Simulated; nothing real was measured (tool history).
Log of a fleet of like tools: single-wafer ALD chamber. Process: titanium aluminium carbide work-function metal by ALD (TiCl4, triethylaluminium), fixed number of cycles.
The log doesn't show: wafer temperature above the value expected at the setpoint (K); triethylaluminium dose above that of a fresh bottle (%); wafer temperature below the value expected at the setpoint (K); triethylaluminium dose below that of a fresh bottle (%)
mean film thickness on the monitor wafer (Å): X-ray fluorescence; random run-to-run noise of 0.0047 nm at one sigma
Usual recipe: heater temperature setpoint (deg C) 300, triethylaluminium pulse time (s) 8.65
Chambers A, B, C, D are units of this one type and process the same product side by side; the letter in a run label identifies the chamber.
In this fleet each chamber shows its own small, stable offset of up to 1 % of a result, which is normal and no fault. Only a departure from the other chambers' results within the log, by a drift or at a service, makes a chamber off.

| run | day | heater temperature setpoint (deg C) | triethylaluminium pulse time (s) | hours since the last thermocouple change | hours since the last triethylaluminium bottle change | read-back reference wafer on the same gauge, thickness_nm | mean film thickness on the monitor wafer (Å) |
|---|---|---|---|---|---|---|---|
| 1D | 0.442 | 300 | 8.65 | 1831.9 | 986.8 | 1.7101 | 19.601 |
| 2A | 0.812 | 300 | 8.65 | 2027.2 | 1033.7 | 1.7097 | 19.589 |
| 3B | 1.096 | 300 | 8.65 | 1354.7 | 262.5 | 1.7110 | 19.771 |
| 4C | 1.629 | 300 | 8.65 | 2884.8 | 112.4 | 1.7105 | 19.771 |
| 5A | 2.033 | 300 | 8.65 | 2056.5 | 1063.0 | 1.7104 | 19.670 |
| 6D | 2.467 | 312 | 11.72 | 1880.5 | 1035.4 | 1.7102 | 21.311 |
| 7B | 2.796 | 312 | 11.72 | 1395.5 | 303.3 | 1.7094 | 21.439 |
| 8C | 3.167 | 312 | 11.72 | 2921.7 | 149.3 | 1.7103 | 21.470 |
| 9C | 3.433 | 312 | 11.72 | 2928.1 | 155.7 | 1.7095 | 21.533 |
| 10D | 3.846 | 300 | 5.62 | 1913.6 | 1068.5 | 1.7100 | 17.652 |
| 11B | 4.308 | 300 | 5.62 | 1431.8 | 339.6 | 1.7107 | 17.841 |
| 12A | 4.567 | 300 | 5.62 | 2117.3 | 1123.8 | 1.7112 | 17.698 |
| 13D | 5.004 | 300 | 5.62 | 1941.4 | 1096.3 | 1.7098 | 17.689 |
|  | 5.025 | chamber B: thermocouple changed; heater temperature recalibrated |
| 14A | 5.446 | 300 | 8.65 | 2138.4 | 1144.9 | 1.7110 | 19.732 |
| 15C | 5.758 | 300 | 8.65 | 2983.9 | 211.5 | 1.7102 | 19.762 |
|  | 5.862 | chamber A: triethylaluminium bottle replaced |
| 16B | 6.133 | 300 | 8.65 | 26.7 | 383.4 | 1.7094 | 19.325 |
| 17A | 6.596 | 300 | 8.65 | 2166.0 | 17.6 | 1.7097 | 19.638 |
| 18B | 6.829 | 300 | 8.65 | 43.4 | 400.1 | 1.7097 | 19.295 |
| 19D | 7.362 | 300 | 8.65 | 1998.0 | 1152.9 | 1.7100 | 19.660 |
| 20C | 7.829 | 300 | 8.65 | 3033.6 | 261.2 | 1.7104 | 19.850 |
| 21C | 8.188 | 300 | 8.65 | 3042.2 | 269.8 | 1.7104 | 19.773 |
| 22A | 8.458 | 300 | 8.65 | 2210.7 | 62.3 | 1.7099 | 19.597 |
| 23B | 8.879 | 300 | 8.65 | 92.6 | 449.3 | 1.7092 | 19.286 |
| 24D | 9.346 | 300 | 8.65 | 2045.6 | 1200.5 | 1.7110 | 19.560 |

For the next run the whole fleet of 4 chambers uses the same settings. Give each chamber's results:
| 25A | 9.729 | 312 | 8.65 |  |  |  | ? |
| 25B | 9.729 | 312 | 8.65 |  |  |  | ? |
| 25C | 9.729 | 312 | 8.65 |  |  |  | ? |
| 25D | 9.729 | 312 | 8.65 |  |  |  | ? |

| run | mean film thickness on the monitor wafer (Å) |
|---|---|
| 25A | 20.566 |
| 25B | 20.378 |
| 25C | 20.810 |
| 25D | 20.556 |
